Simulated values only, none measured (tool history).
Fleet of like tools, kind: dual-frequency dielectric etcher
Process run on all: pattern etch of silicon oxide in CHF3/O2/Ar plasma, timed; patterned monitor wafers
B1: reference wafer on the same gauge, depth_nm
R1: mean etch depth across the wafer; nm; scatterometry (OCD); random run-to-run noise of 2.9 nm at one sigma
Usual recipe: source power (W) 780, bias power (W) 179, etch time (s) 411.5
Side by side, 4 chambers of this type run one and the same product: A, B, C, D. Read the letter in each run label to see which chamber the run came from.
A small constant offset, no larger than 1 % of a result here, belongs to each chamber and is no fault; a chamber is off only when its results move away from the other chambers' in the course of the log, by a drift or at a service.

Run 1A, hour 12.6: usual settings; B1 898.79. Result: R1 908.95 nm.
At hour 13.6: chamber B: wet clean of the chamber.
Run 2C, hour 22.6: usual settings; B1 898.81. Result: R1 902.28 nm.
Run 3B, hour 28.4: usual settings; B1 898.69. Result: R1 887.67 nm.
Run 4D, hour 39: usual settings; B1 899. Result: R1 897.18 nm.
Run 5B, hour 49.9: usual settings; B1 898.75. Result: R1 886.74 nm.
Run 6D, hour 60: usual settings but bias power (W) 214; B1 899.8. Result: R1 951.37 nm.
Run 7A, hour 67.7: usual settings but bias power (W) 214; B1 898.6. Result: R1 959.55 nm.
Run 8C, hour 75.5: usual settings but bias power (W) 214; B1 899.05. Result: R1 950.55 nm.
Run 9C, hour 86.9: usual settings but bias power (W) 214; B1 899.22. Result: R1 949.89 nm.
Run 10B, hour 94.9: usual settings but source power (W) 690, etch time (s) 355; B1 899.38. Result: R1 726.48 nm.
Run 11A, hour 103.6: usual settings but source power (W) 690, etch time (s) 355; B1 899.02. Result: R1 745.66 nm.
At hour 110.4: chamber D: wet clean of the chamber.
Run 12D, hour 115.2: usual settings but source power (W) 690, etch time (s) 355; B1 898.59. Result: R1 762.72 nm.
Run 13D, hour 120.7: usual settings but source power (W) 690, etch time (s) 355; B1 899.12. Result: R1 754.31 nm.
Run 14A, hour 132: usual settings; B1 899.74. Result: R1 902 nm.
Run 15B, hour 140.8: usual settings but source power (W) 610, etch time (s) 492.5; B1 899.05. Result: R1 968.99 nm.
Run 16C, hour 148.4: usual settings but source power (W) 610, etch time (s) 492.5; B1 898.04. Result: R1 976.49 nm.
Run 17D, hour 156.6: usual settings but source power (W) 610, etch time (s) 492.5; B1 899.57. Result: R1 1005.5 nm.
Run 18A, hour 164.3: usual settings but source power (W) 610, etch time (s) 492.5; B1 899.55. Result: R1 986.77 nm.
Run 19B, hour 176.7: usual settings; B1 898.94. Result: R1 894.12 nm.
At hour 181.8: chamber A: wet clean of the chamber.
Run 20C, hour 184.3: usual settings; B1 897.77. Result: R1 898.19 nm.
Run 21C, hour 196: usual settings; B1 898.93. Result: R1 900.83 nm.
Run 22A, hour 203.7: usual settings; B1 899.35. Result: R1 906.29 nm.
Run 23D, hour 212.2: usual settings; B1 898.61. Result: R1 922.37 nm.
Run 24B, hour 222.6: usual settings; B1 898.17. Result: R1 883.89 nm.
Run 25D, hour 228.9: usual settings; B1 898.25. Result: R1 922.9 nm.

Read the log: is a single chamber off, either drifting away or since a service, is the gauge that measures every chamber drifting, or is nothing wrong beyond small per-chamber offsets? Name any odd chamber and what most likely caused it.

Chamber D came out of a service off from its peers and stayed that way.
What lies behind it: etch rate over this chamber's usual, % = 2.57.

Chamber D could run next with any of the 4 candidate recipes listed below; each alters the usual settings, and their results appear as question marks. Which one brings its results back in line with what the other chambers deliver on the usual settings?
In-line tolerance around the mean of the other chambers on the usual settings: R1 10 nm
Run 26D-1, hour 238.1: usual settings but etch time (s) 409. Result: R1 ?.
Run 26D-2, hour 238.1: usual settings but source power (W) 770, bias power (W) 178, etch time (s) 402. Result: R1 ?.
Run 26D-3, hour 238.1: usual settings but source power (W) 790, bias power (W) 180, etch time (s) 421. Result: R1 ?.
Run 26D-4, hour 238.1: usual settings but bias power (W) 183. Result: R1 ?.

Average result of the remaining chambers running the usual settings: R1 897.62 nm
  run      R1
26D-1  916.72
26D-2  894.87
26D-3  950.04
26D-4  929.05
With 26D-2, the chamber falls back in line with the rest.

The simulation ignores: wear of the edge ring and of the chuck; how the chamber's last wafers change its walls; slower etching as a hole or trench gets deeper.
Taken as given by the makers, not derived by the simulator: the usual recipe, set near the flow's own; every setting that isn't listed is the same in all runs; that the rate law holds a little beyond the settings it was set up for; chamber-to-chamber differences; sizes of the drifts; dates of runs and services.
